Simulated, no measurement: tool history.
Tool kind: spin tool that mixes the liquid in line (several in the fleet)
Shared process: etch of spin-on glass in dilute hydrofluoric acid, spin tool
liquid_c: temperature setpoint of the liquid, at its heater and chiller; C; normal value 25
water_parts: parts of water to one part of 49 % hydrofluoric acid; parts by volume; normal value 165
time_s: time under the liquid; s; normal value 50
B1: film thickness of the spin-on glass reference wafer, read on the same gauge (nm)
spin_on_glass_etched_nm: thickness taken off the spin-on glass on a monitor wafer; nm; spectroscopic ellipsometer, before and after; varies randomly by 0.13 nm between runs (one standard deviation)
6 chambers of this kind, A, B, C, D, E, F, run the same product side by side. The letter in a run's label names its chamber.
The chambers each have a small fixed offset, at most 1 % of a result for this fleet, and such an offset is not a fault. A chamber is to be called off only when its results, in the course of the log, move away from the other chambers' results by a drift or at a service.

Run 1F, hour 9.3: usual settings; B1 139.99. Result: spin_on_glass_etched_nm 15.6180 nm.
Run 2E, hour 19.9: usual settings; B1 140.00. Result: spin_on_glass_etched_nm 15.4190 nm.
Run 3C, hour 28.3: usual settings; B1 139.98. Result: spin_on_glass_etched_nm 15.3480 nm.
Run 4D, hour 35.1: usual settings; B1 140.00. Result: spin_on_glass_etched_nm 15.2570 nm.
Run 5A, hour 45.5: usual settings; B1 139.99. Result: spin_on_glass_etched_nm 15.2160 nm.
At hour 53.2: chamber D: hydrofluoric acid flow meter replaced.
Run 6B, hour 57.2: usual settings but liquid_c 29 C, time_s 30 s; B1 140.02. Result: spin_on_glass_etched_nm 10.7900 nm.
Run 7C, hour 64.8: usual settings but liquid_c 29 C, time_s 30 s; B1 139.99. Result: spin_on_glass_etched_nm 10.5690 nm.
Run 8D, hour 70.8: usual settings but liquid_c 29 C, time_s 30 s; B1 140.03. Result: spin_on_glass_etched_nm 10.6860 nm.
Run 9F, hour 79.3: usual settings but liquid_c 29 C, time_s 30 s; B1 140.02. Result: spin_on_glass_etched_nm 10.7770 nm.
Run 10A, hour 86.3: usual settings but liquid_c 29 C, time_s 30 s; B1 139.99. Result: spin_on_glass_etched_nm 10.6760 nm.
Run 11E, hour 92.1: usual settings but liquid_c 29 C, time_s 30 s; B1 140.02. Result: spin_on_glass_etched_nm 10.7080 nm.
Run 12B, hour 100.4: usual settings; B1 139.98. Result: spin_on_glass_etched_nm 15.4850 nm.
Run 13F, hour 109.0: usual settings; B1 140.00. Result: spin_on_glass_etched_nm 15.4810 nm.
Run 14E, hour 118.2: usual settings; B1 140.00. Result: spin_on_glass_etched_nm 15.8740 nm.
Run 15B, hour 124.5: usual settings; B1 140.01. Result: spin_on_glass_etched_nm 15.5530 nm.
Run 16A, hour 129.8: usual settings; B1 139.99. Result: spin_on_glass_etched_nm 15.2160 nm.
At hour 132.8: chamber A: hydrofluoric acid flow meter replaced.
Run 17D, hour 136.8: usual settings but time_s 35 s; B1 140.01. Result: spin_on_glass_etched_nm 10.5560 nm.
Run 18C, hour 148.0: usual settings but time_s 35 s; B1 140.00. Result: spin_on_glass_etched_nm 10.8070 nm.
Run 19D, hour 157.1: usual settings but time_s 35 s; B1 140.00. Result: spin_on_glass_etched_nm 10.7210 nm.
Run 20C, hour 165.8: usual settings but time_s 35 s; B1 140.00. Result: spin_on_glass_etched_nm 10.8030 nm.
Run 21E, hour 175.7: usual settings but time_s 35 s; B1 140.00. Result: spin_on_glass_etched_nm 11.1750 nm.
Run 22B, hour 183.9: usual settings but time_s 35 s; B1 140.00. Result: spin_on_glass_etched_nm 10.7290 nm.
Run 23A, hour 190.1: usual settings; B1 139.98. Result: spin_on_glass_etched_nm 15.1540 nm.
Run 24F, hour 197.1: usual settings; B1 140.00. Result: spin_on_glass_etched_nm 15.4210 nm.
Run 25A, hour 208.0: usual settings; B1 140.01. Result: spin_on_glass_etched_nm 15.4270 nm.
Run 26E, hour 215.2: usual settings; B1 140.01. Result: spin_on_glass_etched_nm 16.3900 nm.
Run 27D, hour 223.9: usual settings; B1 140.01. Result: spin_on_glass_etched_nm 15.1560 nm.
Run 28B, hour 231.0: usual settings; B1 140.00. Result: spin_on_glass_etched_nm 15.3370 nm.
Run 29C, hour 238.2: usual settings; B1 140.01. Result: spin_on_glass_etched_nm 15.0130 nm.
Run 30F, hour 248.5: usual settings; B1 139.99. Result: spin_on_glass_etched_nm 15.4620 nm.
Run 31E, hour 259.9: usual settings; B1 139.99. Result: spin_on_glass_etched_nm 16.3230 nm.
Run 32F, hour 270.4: usual settings but time_s 25 s; B1 139.98. Result: spin_on_glass_etched_nm 7.6773 nm.
Run 33B, hour 280.2: usual settings but time_s 25 s; B1 140.01. Result: spin_on_glass_etched_nm 7.7187 nm.
Run 34D, hour 287.9: usual settings but time_s 25 s; B1 139.98. Result: spin_on_glass_etched_nm 7.7045 nm.
Run 35C, hour 299.2: usual settings but time_s 25 s; B1 140.02. Result: spin_on_glass_etched_nm 7.6058 nm.
Run 36A, hour 310.8: usual settings but time_s 25 s; B1 139.99. Result: spin_on_glass_etched_nm 7.6825 nm.
Run 37A, hour 322.0: usual settings but time_s 25 s; B1 139.99. Result: spin_on_glass_etched_nm 7.6703 nm.
Run 38B, hour 333.3: usual settings; B1 140.00. Result: spin_on_glass_etched_nm 15.4500 nm.
Run 39D, hour 341.7: usual settings; B1 139.99. Result: spin_on_glass_etched_nm 15.2860 nm.
Run 40C, hour 351.7: usual settings; B1 140.00. Result: spin_on_glass_etched_nm 15.3310 nm.

All 6 chambers run these settings next. Forecast each chamber's results:
Run 41A, hour 360.4: usual settings. Result: spin_on_glass_etched_nm ?.
Run 41B, hour 360.4: usual settings. Result: spin_on_glass_etched_nm ?.
Run 41C, hour 360.4: usual settings. Result: spin_on_glass_etched_nm ?.
Run 41D, hour 360.4: usual settings. Result: spin_on_glass_etched_nm ?.
Run 41E, hour 360.4: usual settings. Result: spin_on_glass_etched_nm ?.
Run 41F, hour 360.4: usual settings. Result: spin_on_glass_etched_nm ?.

run  spin_on_glass_etched_nm
41A                  15.0540
41B                  15.3570
41C                  15.2220
41D                  15.5670
41E                  17.2280
41F                  15.3890

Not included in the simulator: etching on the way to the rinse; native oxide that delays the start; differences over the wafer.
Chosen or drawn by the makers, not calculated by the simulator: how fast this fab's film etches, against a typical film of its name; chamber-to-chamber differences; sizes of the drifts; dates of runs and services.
